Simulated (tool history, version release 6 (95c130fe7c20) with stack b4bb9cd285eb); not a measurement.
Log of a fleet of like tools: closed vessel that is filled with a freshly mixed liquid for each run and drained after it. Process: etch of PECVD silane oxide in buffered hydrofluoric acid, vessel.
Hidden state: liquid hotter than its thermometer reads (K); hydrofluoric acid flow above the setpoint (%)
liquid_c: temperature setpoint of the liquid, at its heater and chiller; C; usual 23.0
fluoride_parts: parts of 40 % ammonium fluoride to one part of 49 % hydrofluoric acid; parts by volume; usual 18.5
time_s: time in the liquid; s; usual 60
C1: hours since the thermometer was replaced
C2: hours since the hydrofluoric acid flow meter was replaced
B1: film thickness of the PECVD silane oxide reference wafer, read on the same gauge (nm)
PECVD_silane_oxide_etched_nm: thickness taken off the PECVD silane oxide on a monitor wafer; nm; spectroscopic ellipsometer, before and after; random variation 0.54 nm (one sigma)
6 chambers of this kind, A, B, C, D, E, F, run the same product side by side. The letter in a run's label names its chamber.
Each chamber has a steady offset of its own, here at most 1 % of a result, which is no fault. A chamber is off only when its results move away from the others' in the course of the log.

run 1C hour=9.8 | liquid_c=23.0 fluoride_parts=18.5 time_s=60 | C1=1778.9 C2=98.3 | B1=30.007 | PECVD_silane_oxide_etched_nm=62.362
run 2B hour=21.1 | liquid_c=23.0 fluoride_parts=18.5 time_s=60 | C1=1509.2 C2=1774.8 | B1=30.010 | PECVD_silane_oxide_etched_nm=61.600
run 3F hour=30.1 | liquid_c=23.0 fluoride_parts=18.5 time_s=60 | C1=1848.4 C2=173.5 | B1=30.016 | PECVD_silane_oxide_etched_nm=61.514
run 4D hour=35.8 | liquid_c=23.0 fluoride_parts=18.5 time_s=60 | C1=1317.6 C2=555.4 | B1=30.009 | PECVD_silane_oxide_etched_nm=62.136
run 5A hour=45.4 | liquid_c=23.0 fluoride_parts=18.5 time_s=60 | C1=111.7 C2=907.6 | B1=30.030 | PECVD_silane_oxide_etched_nm=60.694
run 6E hour=55.9 | liquid_c=23.0 fluoride_parts=18.5 time_s=60 | C1=78.7 C2=595.1 | B1=30.010 | PECVD_silane_oxide_etched_nm=62.058
run 7B hour=67.4 | liquid_c=25.5 fluoride_parts=18.5 time_s=60 | C1=1555.5 C2=1821.1 | B1=29.990 | PECVD_silane_oxide_etched_nm=70.148
run 8C hour=73.1 | liquid_c=25.5 fluoride_parts=18.5 time_s=60 | C1=1842.2 C2=161.6 | B1=30.012 | PECVD_silane_oxide_etched_nm=71.682
-- hour=78.6 chamber E: hydrofluoric acid flow meter replaced
run 9E hour=78.9 | liquid_c=25.5 fluoride_parts=18.5 time_s=60 | C1=101.7 C2=0.3 | B1=29.985 | PECVD_silane_oxide_etched_nm=70.764
run 10A hour=87.5 | liquid_c=25.5 fluoride_parts=18.5 time_s=60 | C1=153.8 C2=949.7 | B1=29.990 | PECVD_silane_oxide_etched_nm=69.001
run 11F hour=97.7 | liquid_c=25.5 fluoride_parts=18.5 time_s=60 | C1=1916.0 C2=241.1 | B1=30.012 | PECVD_silane_oxide_etched_nm=70.281
run 12D hour=108.0 | liquid_c=25.5 fluoride_parts=18.5 time_s=60 | C1=1389.8 C2=627.6 | B1=29.998 | PECVD_silane_oxide_etched_nm=70.556
run 13D hour=118.3 | liquid_c=23.0 fluoride_parts=18.5 time_s=60 | C1=1400.1 C2=637.9 | B1=29.983 | PECVD_silane_oxide_etched_nm=62.566
run 14B hour=126.5 | liquid_c=23.0 fluoride_parts=18.5 time_s=60 | C1=1614.6 C2=1880.2 | B1=30.010 | PECVD_silane_oxide_etched_nm=60.936
run 15E hour=132.8 | liquid_c=23.0 fluoride_parts=18.5 time_s=60 | C1=155.6 C2=54.2 | B1=30.014 | PECVD_silane_oxide_etched_nm=62.157
run 16F hour=138.5 | liquid_c=23.0 fluoride_parts=18.5 time_s=60 | C1=1956.8 C2=281.9 | B1=30.000 | PECVD_silane_oxide_etched_nm=62.162
run 17A hour=147.6 | liquid_c=23.0 fluoride_parts=18.5 time_s=60 | C1=213.9 C2=1009.8 | B1=30.018 | PECVD_silane_oxide_etched_nm=60.430
run 18C hour=154.4 | liquid_c=23.0 fluoride_parts=18.5 time_s=60 | C1=1923.5 C2=242.9 | B1=29.988 | PECVD_silane_oxide_etched_nm=62.315
run 19F hour=160.6 | liquid_c=23.0 fluoride_parts=14.5 time_s=60 | C1=1978.9 C2=304.0 | B1=29.979 | PECVD_silane_oxide_etched_nm=77.897
run 20E hour=165.7 | liquid_c=23.0 fluoride_parts=14.5 time_s=60 | C1=188.5 C2=87.1 | B1=30.006 | PECVD_silane_oxide_etched_nm=78.310
run 21D hour=170.8 | liquid_c=23.0 fluoride_parts=14.5 time_s=60 | C1=1452.6 C2=690.4 | B1=30.005 | PECVD_silane_oxide_etched_nm=81.920
run 22C hour=176.0 | liquid_c=23.0 fluoride_parts=14.5 time_s=60 | C1=1945.1 C2=264.5 | B1=30.010 | PECVD_silane_oxide_etched_nm=78.918
run 23B hour=183.8 | liquid_c=23.0 fluoride_parts=14.5 time_s=60 | C1=1671.9 C2=1937.5 | B1=29.997 | PECVD_silane_oxide_etched_nm=76.492
run 24A hour=191.7 | liquid_c=23.0 fluoride_parts=14.5 time_s=60 | C1=258.0 C2=1053.9 | B1=29.991 | PECVD_silane_oxide_etched_nm=78.284
run 25F hour=200.7 | liquid_c=23.0 fluoride_parts=18.5 time_s=60 | C1=2019.0 C2=344.1 | B1=29.991 | PECVD_silane_oxide_etched_nm=61.070
run 26C hour=207.6 | liquid_c=23.0 fluoride_parts=18.5 time_s=60 | C1=1976.7 C2=296.1 | B1=30.027 | PECVD_silane_oxide_etched_nm=62.054
run 27D hour=216.5 | liquid_c=23.0 fluoride_parts=18.5 time_s=60 | C1=1498.3 C2=736.1 | B1=30.000 | PECVD_silane_oxide_etched_nm=65.824
run 28E hour=222.3 | liquid_c=23.0 fluoride_parts=18.5 time_s=60 | C1=245.1 C2=143.7 | B1=30.024 | PECVD_silane_oxide_etched_nm=60.962
run 29B hour=229.9 | liquid_c=23.0 fluoride_parts=18.5 time_s=60 | C1=1718.0 C2=1983.6 | B1=30.012 | PECVD_silane_oxide_etched_nm=60.418
run 30A hour=238.9 | liquid_c=23.0 fluoride_parts=18.5 time_s=60 | C1=305.2 C2=1101.1 | B1=30.026 | PECVD_silane_oxide_etched_nm=61.396
run 31E hour=248.7 | liquid_c=23.0 fluoride_parts=18.5 time_s=60 | C1=271.5 C2=170.1 | B1=30.010 | PECVD_silane_oxide_etched_nm=62.396
-- hour=249.3 chamber A: hydrofluoric acid flow meter replaced
run 32D hour=257.3 | liquid_c=23.0 fluoride_parts=18.5 time_s=60 | C1=1539.1 C2=776.9 | B1=29.997 | PECVD_silane_oxide_etched_nm=66.539
run 33A hour=267.6 | liquid_c=23.0 fluoride_parts=18.5 time_s=60 | C1=333.9 C2=18.3 | B1=30.010 | PECVD_silane_oxide_etched_nm=61.365
run 34B hour=275.5 | liquid_c=23.0 fluoride_parts=18.5 time_s=60 | C1=1763.6 C2=2029.2 | B1=29.998 | PECVD_silane_oxide_etched_nm=61.398
run 35C hour=285.1 | liquid_c=23.0 fluoride_parts=18.5 time_s=30 | C1=2054.2 C2=373.6 | B1=29.979 | PECVD_silane_oxide_etched_nm=31.316
run 36F hour=290.7 | liquid_c=23.0 fluoride_parts=18.5 time_s=30 | C1=2109.0 C2=434.1 | B1=30.008 | PECVD_silane_oxide_etched_nm=30.535

What goes on in this fleet: one chamber off, a drifting gauge, or nothing beyond the chambers' own small offsets? Name the chamber and the cause, if any.

Chamber D drifts away from the others.
Cause: liquid hotter than its thermometer reads (K) = 1.89.
The log may not tell that from: hydrofluoric acid flow above the setpoint (%).

Here are 4 candidates for chamber D's next run, each the usual settings with a change, their results left as question marks. Which one brings its results back in line with what the others give on the usual settings?
In line means no further than this from the other chambers' mean on the usual settings: PECVD_silane_oxide_etched_nm 1.900 nm
run 37D-1 hour=298.9 | liquid_c=22.5 fluoride_parts=18.5 time_s=55 | PECVD_silane_oxide_etched_nm=?
run 37D-2 hour=298.9 | liquid_c=23.0 fluoride_parts=16.5 time_s=60 | PECVD_silane_oxide_etched_nm=?
run 37D-3 hour=298.9 | liquid_c=24.0 fluoride_parts=18.5 time_s=70 | PECVD_silane_oxide_etched_nm=?
run 37D-4 hour=298.9 | liquid_c=21.5 fluoride_parts=21.5 time_s=60 | PECVD_silane_oxide_etched_nm=?

The other chambers' mean on the usual settings: PECVD_silane_oxide_etched_nm 61.534 nm
run=37D-1 PECVD_silane_oxide_etched_nm=61.767
run=37D-2 PECVD_silane_oxide_etched_nm=77.376
run=37D-3 PECVD_silane_oxide_etched_nm=85.331
run=37D-4 PECVD_silane_oxide_etched_nm=56.116
37D-1 brings the chamber back in line.
